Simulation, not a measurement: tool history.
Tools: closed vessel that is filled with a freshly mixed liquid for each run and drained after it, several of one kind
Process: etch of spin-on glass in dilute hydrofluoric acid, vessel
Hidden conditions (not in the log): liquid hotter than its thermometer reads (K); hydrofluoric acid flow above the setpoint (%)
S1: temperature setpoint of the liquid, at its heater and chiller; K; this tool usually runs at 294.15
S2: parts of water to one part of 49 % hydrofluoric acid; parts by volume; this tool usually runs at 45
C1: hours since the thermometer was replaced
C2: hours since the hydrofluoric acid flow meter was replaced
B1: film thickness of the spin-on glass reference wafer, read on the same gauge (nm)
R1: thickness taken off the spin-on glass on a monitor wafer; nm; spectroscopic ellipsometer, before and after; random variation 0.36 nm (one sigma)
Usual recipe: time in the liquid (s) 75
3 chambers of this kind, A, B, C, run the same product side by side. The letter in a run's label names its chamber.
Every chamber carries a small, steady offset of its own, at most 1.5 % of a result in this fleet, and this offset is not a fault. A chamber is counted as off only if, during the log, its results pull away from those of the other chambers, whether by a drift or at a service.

Run 1C, hour 8.6: usual settings; C1 258.2; C2 1315.5; B1 100.000. Result: R1 47.854 nm.
Run 2A, hour 14.9: usual settings; C1 563.7; C2 378.8; B1 99.993. Result: R1 48.233 nm.
Run 3B, hour 20.8: usual settings; C1 680.0; C2 1777.0; B1 100.000. Result: R1 48.941 nm.
Run 4B, hour 28.7: usual settings; C1 687.9; C2 1784.9; B1 100.000. Result: R1 48.667 nm.
Run 5A, hour 38.1: usual settings; C1 586.9; C2 402.0; B1 100.010. Result: R1 48.759 nm.
Run 6C, hour 50.3: usual settings; C1 299.9; C2 1357.2; B1 99.977. Result: R1 47.741 nm.
Run 7C, hour 61.7: usual settings; C1 311.3; C2 1368.6; B1 100.000. Result: R1 47.637 nm.
Run 8B, hour 75.2: usual settings; C1 734.4; C2 1831.4; B1 100.000. Result: R1 48.739 nm.
Run 9A, hour 81.3: usual settings; C1 630.1; C2 445.2; B1 100.020. Result: R1 47.747 nm.
Run 10B, hour 88.2: usual settings but S2 40 parts by volume, time in the liquid (s) 60; C1 747.4; C2 1844.4; B1 99.982. Result: R1 44.603 nm.
Run 11C, hour 95.8: usual settings but S2 40 parts by volume, time in the liquid (s) 60; C1 345.4; C2 1402.7; B1 100.000. Result: R1 43.384 nm.
Run 12A, hour 102.4: usual settings but S2 40 parts by volume, time in the liquid (s) 60; C1 651.2; C2 466.3; B1 100.010. Result: R1 43.406 nm.
Run 13A, hour 109.9: usual settings; C1 658.7; C2 473.8; B1 99.998. Result: R1 47.976 nm.
Run 14B, hour 118.8: usual settings; C1 778.0; C2 1875.0; B1 99.992. Result: R1 48.621 nm.
Run 15C, hour 128.2: usual settings; C1 377.8; C2 1435.1; B1 100.020. Result: R1 47.921 nm.
Run 16C, hour 138.3: usual settings; C1 387.9; C2 1445.2; B1 100.000. Result: R1 47.843 nm.
Run 17B, hour 145.9: usual settings; C1 805.1; C2 1902.1; B1 100.010. Result: R1 48.538 nm.
Run 18A, hour 152.3: usual settings but time in the liquid (s) 45; C1 701.1; C2 516.2; B1 100.020. Result: R1 29.061 nm.
Run 19A, hour 160.7: usual settings but time in the liquid (s) 45; C1 709.5; C2 524.6; B1 100.010. Result: R1 29.316 nm.
Run 20C, hour 167.5: usual settings but time in the liquid (s) 45; C1 417.1; C2 1474.4; B1 99.986. Result: R1 28.926 nm.
Run 21B, hour 178.6: usual settings; C1 837.8; C2 1934.8; B1 100.000. Result: R1 47.868 nm.
Run 22B, hour 185.3: usual settings; C1 844.5; C2 1941.5; B1 99.978. Result: R1 48.788 nm.
Run 23A, hour 192.0: usual settings; C1 740.8; C2 555.9; B1 100.010. Result: R1 49.191 nm.
Run 24C, hour 205.0: usual settings; C1 454.6; C2 1511.9; B1 100.020. Result: R1 48.236 nm.
Run 25B, hour 217.1: usual settings but S2 55 parts by volume, time in the liquid (s) 55; C1 876.3; C2 1973.3; B1 99.995. Result: R1 28.842 nm.
Run 26A, hour 224.3: usual settings but S2 55 parts by volume, time in the liquid (s) 55; C1 773.1; C2 588.2; B1 100.010. Result: R1 29.371 nm.
Run 27C, hour 234.5: usual settings but S2 55 parts by volume, time in the liquid (s) 55; C1 484.1; C2 1541.4; B1 100.010. Result: R1 28.174 nm.
Run 28B, hour 244.7: usual settings; C1 903.9; C2 2000.9; B1 100.000. Result: R1 48.762 nm.
Run 29C, hour 253.8: usual settings; C1 503.4; C2 1560.7; B1 99.987. Result: R1 48.357 nm.
Run 30A, hour 260.9: usual settings; C1 809.7; C2 624.8; B1 100.000. Result: R1 50.160 nm.
Run 31B, hour 272.7: usual settings but S2 60 parts by volume, time in the liquid (s) 100; C1 931.9; C2 2028.9; B1 100.000. Result: R1 47.859 nm.
Run 32C, hour 280.9: usual settings but S2 60 parts by volume, time in the liquid (s) 100; C1 530.5; C2 1587.8; B1 100.030. Result: R1 47.632 nm.
Run 33A, hour 292.1: usual settings but S2 60 parts by volume, time in the liquid (s) 100; C1 840.9; C2 656.0; B1 99.973. Result: R1 49.121 nm.
Run 34C, hour 305.3: usual settings but S1 292.15 K; C1 554.9; C2 1612.2; B1 100.030. Result: R1 44.684 nm.
Run 35A, hour 317.4: usual settings but S1 292.15 K; C1 866.2; C2 681.3; B1 100.020. Result: R1 46.947 nm.
Run 36B, hour 324.0: usual settings but S1 292.15 K; C1 983.2; C2 2080.2; B1 99.995. Result: R1 44.637 nm.
Run 37A, hour 335.4: usual settings; C1 884.2; C2 699.3; B1 100.020. Result: R1 51.532 nm.
Run 38C, hour 344.7: usual settings; C1 594.3; C2 1651.6; B1 100.020. Result: R1 47.314 nm.
Run 39B, hour 355.9: usual settings; C1 1015.1; C2 2112.1; B1 99.997. Result: R1 48.655 nm.
Run 40B, hour 362.7: usual settings; C1 1021.9; C2 2118.9; B1 100.010. Result: R1 48.313 nm.
Run 41C, hour 374.2: usual settings; C1 623.8; C2 1681.1; B1 99.995. Result: R1 48.345 nm.
Run 42A, hour 380.6: usual settings; C1 929.4; C2 744.5; B1 99.999. Result: R1 51.605 nm.
Run 43C, hour 387.7: usual settings; C1 637.3; C2 1694.6; B1 99.992. Result: R1 48.201 nm.
Run 44A, hour 398.4: usual settings; C1 947.2; C2 762.3; B1 100.010. Result: R1 51.897 nm.

Each of the 3 chambers runs these same settings next. Fill in every chamber's results:
Run 45A, hour 408.1: usual settings. Result: R1 ?.
Run 45B, hour 408.1: usual settings. Result: R1 ?.
Run 45C, hour 408.1: usual settings. Result: R1 ?.

run      R1
45A  52.976
45B  48.503
45C  47.418
